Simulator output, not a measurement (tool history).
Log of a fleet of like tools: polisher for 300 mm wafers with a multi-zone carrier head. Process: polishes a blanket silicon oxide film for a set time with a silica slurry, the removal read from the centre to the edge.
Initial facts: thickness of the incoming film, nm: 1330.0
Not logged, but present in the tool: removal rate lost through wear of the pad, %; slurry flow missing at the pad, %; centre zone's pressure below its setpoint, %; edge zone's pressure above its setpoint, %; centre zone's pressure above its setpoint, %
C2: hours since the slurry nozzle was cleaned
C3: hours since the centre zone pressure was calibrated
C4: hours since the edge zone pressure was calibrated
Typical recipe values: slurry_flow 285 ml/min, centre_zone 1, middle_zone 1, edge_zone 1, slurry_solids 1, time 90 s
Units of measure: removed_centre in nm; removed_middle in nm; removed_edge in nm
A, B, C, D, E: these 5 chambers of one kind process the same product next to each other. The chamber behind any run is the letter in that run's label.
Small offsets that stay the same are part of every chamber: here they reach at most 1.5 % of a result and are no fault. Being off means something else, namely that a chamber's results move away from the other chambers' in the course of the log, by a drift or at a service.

{"run": "1E", "hour": 3.3, "slurry_flow": 285, "centre_zone": 1, "middle_zone": 1, "edge_zone": 1, "slurry_solids": 1, "time": 90, "wafers polished on this pad": 188, "C2": 505.3, "C3": 85.9, "C4": 984.5, "removed_centre": 325.93, "removed_middle": 328.67, "removed_edge": 319.93}
{"run": "2C", "hour": 6.7, "slurry_flow": 285, "centre_zone": 1, "middle_zone": 1, "edge_zone": 1, "slurry_solids": 1, "time": 90, "wafers polished on this pad": 99, "C2": 138.9, "C3": 213.3, "C4": 584.6, "removed_centre": 325.68, "removed_middle": 328.6, "removed_edge": 326.11}
{"run": "3D", "hour": 9.8, "slurry_flow": 285, "centre_zone": 1, "middle_zone": 1, "edge_zone": 1, "slurry_solids": 1, "time": 90, "wafers polished on this pad": 585, "C2": 132.2, "C3": 54.5, "C4": 230, "removed_centre": 328.35, "removed_middle": 333.75, "removed_edge": 326.4}
{"run": "4A", "hour": 12.8, "slurry_flow": 285, "centre_zone": 1, "middle_zone": 1, "edge_zone": 1, "slurry_solids": 1, "time": 90, "wafers polished on this pad": 426, "C2": 307.8, "C3": 282.6, "C4": 785.8, "removed_centre": 332.46, "removed_middle": 335.43, "removed_edge": 327.49}
{"run": "5B", "hour": 15.5, "slurry_flow": 285, "centre_zone": 1, "middle_zone": 1, "edge_zone": 1, "slurry_solids": 1, "time": 90, "wafers polished on this pad": 713, "C2": 60.6, "C3": 231.3, "C4": 886.7, "removed_centre": 332.59, "removed_middle": 327.39, "removed_edge": 326.11}
{"run": "6B", "hour": 18.9, "slurry_flow": 285, "centre_zone": 1, "middle_zone": 1, "edge_zone": 1, "slurry_solids": 1, "time": 90, "wafers polished on this pad": 744, "C2": 64, "C3": 234.7, "C4": 890.1, "removed_centre": 325.76, "removed_middle": 328.81, "removed_edge": 324.5}
{"run": "7A", "hour": 21.0, "slurry_flow": 285, "centre_zone": 1, "middle_zone": 1, "edge_zone": 1, "slurry_solids": 1, "time": 90, "wafers polished on this pad": 502, "C2": 316, "C3": 290.8, "C4": 794, "removed_centre": 318.21, "removed_middle": 327.4, "removed_edge": 331.68}
{"run": "8D", "hour": 25.6, "slurry_flow": 285, "centre_zone": 1, "middle_zone": 1, "edge_zone": 1, "slurry_solids": 1.25, "time": 90, "wafers polished on this pad": 731, "C2": 148, "C3": 70.3, "C4": 245.8, "removed_centre": 364.16, "removed_middle": 363.73, "removed_edge": 365.43}
{"run": "9E", "hour": 30.1, "slurry_flow": 285, "centre_zone": 1, "middle_zone": 1, "edge_zone": 1, "slurry_solids": 1.25, "time": 90, "wafers polished on this pad": 436, "C2": 532.1, "C3": 112.7, "C4": 1011.3, "removed_centre": 361.84, "removed_middle": 368.71, "removed_edge": 352.49}
{"run": "10C", "hour": 34.1, "slurry_flow": 285, "centre_zone": 1, "middle_zone": 1, "edge_zone": 1, "slurry_solids": 1.25, "time": 90, "wafers polished on this pad": 352, "C2": 166.3, "C3": 240.7, "C4": 612, "removed_centre": 360.68, "removed_middle": 372.76, "removed_edge": 361.78}
{"run": "11A", "hour": 38.5, "slurry_flow": 285, "centre_zone": 1, "middle_zone": 1, "edge_zone": 1, "slurry_solids": 1.25, "time": 90, "wafers polished on this pad": 663, "C2": 333.5, "C3": 308.3, "C4": 811.5, "removed_centre": 363.44, "removed_middle": 354.8, "removed_edge": 360.25}
{"run": "12C", "hour": 41.3, "slurry_flow": 285, "centre_zone": 1, "middle_zone": 1, "edge_zone": 1, "slurry_solids": 1.25, "time": 90, "wafers polished on this pad": 419, "C2": 173.5, "C3": 247.9, "C4": 619.2, "removed_centre": 357.64, "removed_middle": 368.44, "removed_edge": 356.72}
{"hour": 41.7, "done": "chamber A: worn pad replaced by a new one"}
{"run": "13B", "hour": 43.6, "slurry_flow": 285, "centre_zone": 1, "middle_zone": 1, "edge_zone": 1, "slurry_solids": 1, "time": 90, "wafers polished on this pad": 973, "C2": 88.7, "C3": 259.4, "C4": 914.8, "removed_centre": 323.06, "removed_middle": 322.05, "removed_edge": 325.07}
{"run": "14E", "hour": 47.7, "slurry_flow": 285, "centre_zone": 1, "middle_zone": 1, "edge_zone": 1, "slurry_solids": 1, "time": 90, "wafers polished on this pad": 598, "C2": 549.7, "C3": 130.3, "C4": 1028.9, "removed_centre": 325.95, "removed_middle": 333.23, "removed_edge": 330.4}
{"run": "15D", "hour": 50.0, "slurry_flow": 285, "centre_zone": 1, "middle_zone": 1, "edge_zone": 1, "slurry_solids": 1, "time": 90, "wafers polished on this pad": 957, "C2": 172.4, "C3": 94.7, "C4": 270.2, "removed_centre": 334.52, "removed_middle": 331.46, "removed_edge": 328.59}
{"hour": 50.3, "done": "chamber B: edge zone pressure recalibrated"}
{"run": "16C", "hour": 53.5, "slurry_flow": 285, "centre_zone": 1, "middle_zone": 1.12, "edge_zone": 1, "slurry_solids": 1, "time": 90, "wafers polished on this pad": 532, "C2": 185.7, "C3": 260.1, "C4": 631.4, "removed_centre": 325.55, "removed_middle": 375.12, "removed_edge": 330.64}
{"run": "17A", "hour": 57.2, "slurry_flow": 285, "centre_zone": 1, "middle_zone": 1.12, "edge_zone": 1, "slurry_solids": 1, "time": 90, "wafers polished on this pad": 143, "C2": 352.2, "C3": 327, "C4": 830.2, "removed_centre": 327.01, "removed_middle": 363.32, "removed_edge": 329.48}
{"run": "18E", "hour": 60.5, "slurry_flow": 285, "centre_zone": 1, "middle_zone": 1.12, "edge_zone": 1, "slurry_solids": 1, "time": 90, "wafers polished on this pad": 717, "C2": 562.5, "C3": 143.1, "C4": 1041.7, "removed_centre": 326.63, "removed_middle": 363.99, "removed_edge": 325.03}
{"run": "19D", "hour": 63.0, "slurry_flow": 285, "centre_zone": 1, "middle_zone": 1.12, "edge_zone": 1, "slurry_solids": 1, "time": 90, "wafers polished on this pad": 1077, "C2": 185.4, "C3": 107.7, "C4": 283.2, "removed_centre": 329.67, "removed_middle": 374.2, "removed_edge": 333.39}
{"run": "20B", "hour": 66.6, "slurry_flow": 285, "centre_zone": 1, "middle_zone": 1.12, "edge_zone": 1, "slurry_solids": 1, "time": 90, "wafers polished on this pad": 1185, "C2": 111.7, "C3": 282.4, "C4": 16.3, "removed_centre": 318.52, "removed_middle": 356.1, "removed_edge": 312.41}
{"run": "21D", "hour": 70.4, "slurry_flow": 285, "centre_zone": 1, "middle_zone": 1, "edge_zone": 1, "slurry_solids": 1, "time": 90, "wafers polished on this pad": 1145, "C2": 192.8, "C3": 115.1, "C4": 290.6, "removed_centre": 333.45, "removed_middle": 328.48, "removed_edge": 327.58}
{"run": "22C", "hour": 74.8, "slurry_flow": 285, "centre_zone": 1, "middle_zone": 1, "edge_zone": 1.08, "slurry_solids": 0.85, "time": 90, "wafers polished on this pad": 729, "C2": 207, "C3": 281.4, "C4": 652.7, "removed_centre": 303.13, "removed_middle": 304.46, "removed_edge": 316.32}
{"run": "23E", "hour": 78.7, "slurry_flow": 285, "centre_zone": 1, "middle_zone": 1, "edge_zone": 1.08, "slurry_solids": 0.85, "time": 90, "wafers polished on this pad": 885, "C2": 580.7, "C3": 161.3, "C4": 1059.9, "removed_centre": 302.07, "removed_middle": 303, "removed_edge": 309.38}
{"hour": 79.7, "done": "chamber E: edge zone pressure recalibrated"}
{"run": "24A", "hour": 81.5, "slurry_flow": 285, "centre_zone": 1, "middle_zone": 1, "edge_zone": 1.08, "slurry_solids": 0.85, "time": 90, "wafers polished on this pad": 368, "C2": 376.5, "C3": 351.3, "C4": 854.5, "removed_centre": 305.8, "removed_middle": 302.57, "removed_edge": 313.46}
{"run": "25B", "hour": 85.0, "slurry_flow": 285, "centre_zone": 1, "middle_zone": 1, "edge_zone": 1.08, "slurry_solids": 0.85, "time": 90, "wafers polished on this pad": 1355, "C2": 130.1, "C3": 300.8, "C4": 34.7, "removed_centre": 288.92, "removed_middle": 284.61, "removed_edge": 298.1}
{"run": "26B", "hour": 87.6, "slurry_flow": 285, "centre_zone": 1, "middle_zone": 1, "edge_zone": 1.08, "slurry_solids": 0.85, "time": 90, "wafers polished on this pad": 1379, "C2": 132.7, "C3": 303.4, "C4": 37.3, "removed_centre": 290.03, "removed_middle": 283.33, "removed_edge": 299.35}
{"hour": 88.1, "done": "chamber A: slurry nozzle cleaned"}
{"hour": 90.9, "done": "chamber D: slurry nozzle cleaned"}
{"run": "27A", "hour": 91.7, "slurry_flow": 285, "centre_zone": 1, "middle_zone": 1, "edge_zone": 1, "slurry_solids": 1, "time": 90, "wafers polished on this pad": 462, "C2": 3.6, "C3": 361.5, "C4": 864.7, "removed_centre": 328, "removed_middle": 331.86, "removed_edge": 323.78}
{"hour": 92.4, "done": "chamber A: edge zone pressure recalibrated"}
{"run": "28D", "hour": 94.3, "slurry_flow": 285, "centre_zone": 1, "middle_zone": 1, "edge_zone": 1, "slurry_solids": 1, "time": 90, "wafers polished on this pad": 1366, "C2": 3.5, "C3": 139, "C4": 314.5, "removed_centre": 332.38, "removed_middle": 329.28, "removed_edge": 328.71}
{"run": "29E", "hour": 98.1, "slurry_flow": 285, "centre_zone": 1, "middle_zone": 1, "edge_zone": 1, "slurry_solids": 1, "time": 90, "wafers polished on this pad": 1064, "C2": 600.1, "C3": 180.7, "C4": 18.4, "removed_centre": 330.58, "removed_middle": 332.24, "removed_edge": 321.75}
{"run": "30C", "hour": 102.2, "slurry_flow": 285, "centre_zone": 1, "middle_zone": 1, "edge_zone": 1, "slurry_solids": 1, "time": 90, "wafers polished on this pad": 982, "C2": 234.4, "C3": 308.8, "C4": 680.1, "removed_centre": 332.48, "removed_middle": 327.31, "removed_edge": 330.55}
{"hour": 102.9, "done": "chamber D: worn pad replaced by a new one"}
{"run": "31C", "hour": 104.9, "slurry_flow": 285, "centre_zone": 1, "middle_zone": 1, "edge_zone": 1, "slurry_solids": 1, "time": 90, "wafers polished on this pad": 1007, "C2": 237.1, "C3": 311.5, "C4": 682.8, "removed_centre": 326.93, "removed_middle": 331.86, "removed_edge": 327.8}
{"run": "32E", "hour": 107.8, "slurry_flow": 285, "centre_zone": 1, "middle_zone": 1, "edge_zone": 1, "slurry_solids": 1, "time": 90, "wafers polished on this pad": 1154, "C2": 609.8, "C3": 190.4, "C4": 28.1, "removed_centre": 331.47, "removed_middle": 329.2, "removed_edge": 322.69}
{"run": "33B", "hour": 110.3, "slurry_flow": 285, "centre_zone": 1, "middle_zone": 1, "edge_zone": 1, "slurry_solids": 1.15, "time": 90, "wafers polished on this pad": 1589, "C2": 155.4, "C3": 326.1, "C4": 60, "removed_centre": 317.34, "removed_middle": 323.41, "removed_edge": 322.82}
{"hour": 111.4, "done": "chamber A: worn pad replaced by a new one"}
{"run": "34D", "hour": 112.6, "slurry_flow": 285, "centre_zone": 1, "middle_zone": 1, "edge_zone": 1, "slurry_solids": 1.15, "time": 90, "wafers polished on this pad": 90, "C2": 21.8, "C3": 157.3, "C4": 332.8, "removed_centre": 347.63, "removed_middle": 349.58, "removed_edge": 352.14}
{"run": "35A", "hour": 114.6, "slurry_flow": 285, "centre_zone": 1, "middle_zone": 1, "edge_zone": 1, "slurry_solids": 1.15, "time": 90, "wafers polished on this pad": 30, "C2": 26.5, "C3": 384.4, "C4": 22.3, "removed_centre": 343.77, "removed_middle": 344.05, "removed_edge": 345.91}
{"hour": 117.7, "done": "chamber C: edge zone pressure recalibrated"}
{"run": "36E", "hour": 118.2, "slurry_flow": 285, "centre_zone": 1, "middle_zone": 1, "edge_zone": 1, "slurry_solids": 1.15, "time": 90, "wafers polished on this pad": 1250, "C2": 620.2, "C3": 200.8, "C4": 38.5, "removed_centre": 349.97, "removed_middle": 351.47, "removed_edge": 349.47}
{"hour": 120.0, "done": "chamber C: worn pad replaced by a new one"}
{"hour": 120.4, "done": "chamber E: worn pad replaced by a new one"}
{"run": "37B", "hour": 121.2, "slurry_flow": 285, "centre_zone": 1, "middle_zone": 1, "edge_zone": 1, "slurry_solids": 1.15, "time": 90, "wafers polished on this pad": 1690, "C2": 166.3, "C3": 337, "C4": 70.9, "removed_centre": 310.9, "removed_middle": 321.89, "removed_edge": 317.6}
{"run": "38C", "hour": 123.4, "slurry_flow": 375, "centre_zone": 1, "middle_zone": 1, "edge_zone": 1, "slurry_solids": 1.2, "time": 90, "wafers polished on this pad": 31, "C2": 255.6, "C3": 330, "C4": 5.7, "removed_centre": 367.31, "removed_middle": 363.79, "removed_edge": 360.14}
{"run": "39A", "hour": 125.6, "slurry_flow": 375, "centre_zone": 1, "middle_zone": 1, "edge_zone": 1, "slurry_solids": 1.2, "time": 90, "wafers polished on this pad": 132, "C2": 37.5, "C3": 395.4, "C4": 33.3, "removed_centre": 369.33, "removed_middle": 356.05, "removed_edge": 362.3}
{"run": "40D", "hour": 129.0, "slurry_flow": 375, "centre_zone": 1, "middle_zone": 1, "edge_zone": 1, "slurry_solids": 1.2, "time": 90, "wafers polished on this pad": 242, "C2": 38.2, "C3": 173.7, "C4": 349.2, "removed_centre": 370.72, "removed_middle": 374.27, "removed_edge": 361.13}
{"run": "41C", "hour": 132.2, "slurry_flow": 375, "centre_zone": 1, "middle_zone": 1, "edge_zone": 1, "slurry_solids": 1.2, "time": 90, "wafers polished on this pad": 113, "C2": 264.4, "C3": 338.8, "C4": 14.5, "removed_centre": 365.36, "removed_middle": 361.47, "removed_edge": 362.23}
{"run": "42A", "hour": 136.7, "slurry_flow": 375, "centre_zone": 1, "middle_zone": 1, "edge_zone": 1, "slurry_solids": 1.2, "time": 90, "wafers polished on this pad": 234, "C2": 48.6, "C3": 406.5, "C4": 44.4, "removed_centre": 369.7, "removed_middle": 366.98, "removed_edge": 366.82}
{"run": "43E", "hour": 140.8, "slurry_flow": 285, "centre_zone": 1, "middle_zone": 1, "edge_zone": 1, "slurry_solids": 1, "time": 90, "wafers polished on this pad": 188, "C2": 642.8, "C3": 223.4, "C4": 61.1, "removed_centre": 331.41, "removed_middle": 330.86, "removed_edge": 324.57}

Is one chamber off against the others, does the gauge drift, or is nothing wrong? If a chamber is off, say which, and what the likeliest cause is.

One chamber, B, drifts off from the rest bit by bit.
Likeliest cause: removal rate lost through wear of the pad, % = 10.6.

Below are 4 candidate recipes for chamber B's next run, each the usual settings with a change, their results shown as question marks. Which of them brings B's results back in line with what the other chambers give on the usual settings?
To be in line, a result may differ from the other chambers' mean on the usual settings by at most: removed_centre 14 nm; removed_middle 17 nm; removed_edge 10 nm
{"run": "44B-1", "hour": 144.1, "slurry_flow": 285, "centre_zone": 1, "middle_zone": 1, "edge_zone": 1, "slurry_solids": 1, "time": 86, "removed_centre": "?", "removed_middle": "?", "removed_edge": "?"}
{"run": "44B-2", "hour": 144.1, "slurry_flow": 285, "centre_zone": 1, "middle_zone": 1, "edge_zone": 1, "slurry_solids": 0.95, "time": 83, "removed_centre": "?", "removed_middle": "?", "removed_edge": "?"}
{"run": "44B-3", "hour": 144.1, "slurry_flow": 285, "centre_zone": 1, "middle_zone": 1, "edge_zone": 1, "slurry_solids": 1, "time": 94, "removed_centre": "?", "removed_middle": "?", "removed_edge": "?"}
{"run": "44B-4", "hour": 144.1, "slurry_flow": 285, "centre_zone": 1, "middle_zone": 1, "edge_zone": 1.01, "slurry_solids": 1.05, "time": 99, "removed_centre": "?", "removed_middle": "?", "removed_edge": "?"}

Other chambers, usual settings, mean: removed_centre 329.1 nm; removed_middle 330.64 nm; removed_edge 328.46 nm
run=44B-1 removed_centre=279.41 removed_middle=282.99 removed_edge=280.18
run=44B-2 removed_centre=263.32 removed_middle=266.69 removed_edge=264.04
run=44B-3 removed_centre=305.4 removed_middle=309.31 removed_edge=306.24
run=44B-4 removed_centre=328.82 removed_middle=333.02 removed_edge=331.47
44B-4 is the one that brings the chamber's results back in line with the other chambers.

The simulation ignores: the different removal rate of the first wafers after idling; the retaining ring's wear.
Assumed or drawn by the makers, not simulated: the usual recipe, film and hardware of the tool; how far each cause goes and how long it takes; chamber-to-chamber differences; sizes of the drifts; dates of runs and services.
